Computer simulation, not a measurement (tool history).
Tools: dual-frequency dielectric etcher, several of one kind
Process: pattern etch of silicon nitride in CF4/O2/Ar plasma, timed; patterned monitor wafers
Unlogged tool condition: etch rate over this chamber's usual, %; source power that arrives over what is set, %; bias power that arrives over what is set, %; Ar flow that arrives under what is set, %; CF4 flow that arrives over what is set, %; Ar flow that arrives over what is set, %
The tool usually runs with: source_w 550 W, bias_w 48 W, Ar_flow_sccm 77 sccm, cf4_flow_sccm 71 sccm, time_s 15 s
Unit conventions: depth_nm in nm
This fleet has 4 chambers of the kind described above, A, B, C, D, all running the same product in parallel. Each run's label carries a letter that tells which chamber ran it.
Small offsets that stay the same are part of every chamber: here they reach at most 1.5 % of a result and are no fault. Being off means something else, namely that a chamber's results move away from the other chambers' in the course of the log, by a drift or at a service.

run	hour	source_w	bias_w	Ar_flow_sccm	cf4_flow_sccm	time_s	hours since the last wet clean	hours since the last source power generator calibration	hours since the last bias power generator calibration	hours since the last Ar flow controller change	hours since the last CF4 flow controller change	read-back reference wafer on the same gauge, depth_nm	depth_nm
# hour 1.9: chamber C: wet clean of the chamber
1D	10.8	550	48	77	71	15	273.2	1427.2	3876.9	3170.4	3865	31.189	29.988
2B	17	550	48	77	71	15	83.6	3715.2	2826.4	113	1284.9	31.19	30.085
3C	24.4	550	48	77	71	15	22.5	818.3	902.3	1907.2	1193	31.195	29.824
4A	36.9	550	48	77	71	15	271.5	864.8	1969.5	1035.5	2240.3	31.183	30.158
5B	47.7	550	48	77	71	15	114.3	3745.9	2857.1	143.7	1315.6	31.177	29.996
6C	60.5	550	48	77	61	15	58.6	854.4	938.4	1943.3	1229.1	31.179	29.26
7A	67.4	550	48	77	61	15	302	895.3	2000	1066	2270.8	31.187	29.548
8D	74	550	48	77	61	15	336.4	1490.4	3940.1	3233.6	3928.2	31.171	29.428
9B	81.7	550	48	77	61	15	148.3	3779.9	2891.1	177.7	1349.6	31.161	29.42
10C	94	640	48	77	86	15	92.1	887.9	971.9	1976.8	1262.6	31.153	34.927
11D	106	640	48	77	86	15	368.4	1522.4	3972.1	3265.6	3960.2	31.153	35.087
12A	116.7	640	48	77	86	15	351.3	944.6	2049.3	1115.3	2320.1	31.15	35.152
13C	127	640	48	77	86	15	125.1	920.9	1004.9	2009.8	1295.6	31.148	34.853
14A	135	550	48	77	71	15	369.6	962.9	2067.6	1133.6	2338.4	31.135	30.102
15B	144.7	550	48	60	71	15	211.3	3842.9	2954.1	240.7	1412.6	31.141	30.962
16D	152	550	48	60	71	15	414.4	1568.4	4018.1	3311.6	4006.2	31.137	30.949
17B	165.2	550	48	60	71	15	231.8	3863.4	2974.6	261.2	1433.1	31.123	30.966
18D	173.1	550	48	60	71	15	435.5	1589.5	4039.2	3332.7	4027.3	31.126	30.943
19A	181	550	48	77	71	15	415.6	1008.9	2113.6	1179.6	2384.4	31.118	30.176
# hour 183.8: chamber D: wet clean of the chamber
20C	190.4	550	48	77	71	15	188.5	984.3	1068.3	2073.2	1359	31.118	29.814
21D	203.1	550	48	77	71	15	19.3	1619.5	4069.2	3362.7	4057.3	31.116	29.975
# hour 211: chamber A: wet clean of the chamber
22B	215.3	550	48	77	71	15	281.9	3913.5	3024.7	311.3	1483.2	31.107	29.984
# hour 221.4: chamber D: CF4 flow controller replaced
23A	225.7	550	48	77	71	15	14.7	1053.6	2158.3	1224.3	2429.1	31.094	30.035
24C	235.6	550	48	77	71	15	233.7	1029.5	1113.5	2118.4	1404.2	31.096	29.69
25C	244.4	550	48	77	71	15	242.5	1038.3	1122.3	2127.2	1413	31.098	29.709
26B	257.6	550	48	77	71	15	324.2	3955.8	3067	353.6	1525.5	31.085	30.042
# hour 258.5: chamber B: bias power generator calibrated
27A	266.1	650	48	77	71	17.5	55.1	1094	2198.7	1264.7	2469.5	31.092	40.5
28D	277.2	650	48	77	71	17.5	93.4	1693.6	4143.3	3436.8	55.9	31.091	40.372
29D	283.6	650	48	77	71	17.5	99.8	1700	4149.7	3443.2	62.3	31.082	40.218
30B	297.2	650	48	77	71	17.5	363.8	3995.4	38.8	393.2	1565.1	31.067	40.364
31A	306.3	550	48	77	79	15	95.3	1134.2	2238.9	1304.9	2509.7	31.072	30.457
32C	312.5	550	48	77	79	15	310.6	1106.4	1190.4	2195.3	1481.1	31.052	30.098
33B	318.7	550	48	77	79	15	385.3	4016.9	60.3	414.7	1586.6	31.047	30.481
34A	329.4	550	48	77	79	15	118.4	1157.3	2262	1328	2532.8	31.059	30.416
35C	338.7	550	48	77	71	15	336.8	1132.6	1216.6	2221.5	1507.3	31.042	29.627
36D	346.3	550	48	77	71	15	162.5	1762.7	4212.4	3505.9	125	31.055	29.907
37C	354	550	48	77	71	15	352.1	1147.9	1231.9	2236.8	1522.6	31.04	29.758
38B	366.4	550	48	77	71	15	433	4064.6	108	462.4	1634.3	31.037	29.977
39A	378.4	670	48	77	87	15	167.4	1206.3	2311	1377	2581.8	31.036	36.606
40D	386	670	48	77	87	15	202.2	1802.4	4252.1	3545.6	164.7	31.033	36.374
41D	393.2	670	48	77	87	15	209.4	1809.6	4259.3	3552.8	171.9	31.031	36.364
42A	402.5	670	48	77	87	15	191.5	1230.4	2335.1	1401.1	2605.9	31.029	36.442

Has any chamber moved away from the others, gradually or after a service, or does the common gauge drift, or do the chambers differ only by their own small steady offsets? State the chamber and the most likely cause if one applies.

The shared gauge is drifting. All chambers look as if they move in step, but none is off.
What lies behind it: gauge reads low (%) = 0.569.

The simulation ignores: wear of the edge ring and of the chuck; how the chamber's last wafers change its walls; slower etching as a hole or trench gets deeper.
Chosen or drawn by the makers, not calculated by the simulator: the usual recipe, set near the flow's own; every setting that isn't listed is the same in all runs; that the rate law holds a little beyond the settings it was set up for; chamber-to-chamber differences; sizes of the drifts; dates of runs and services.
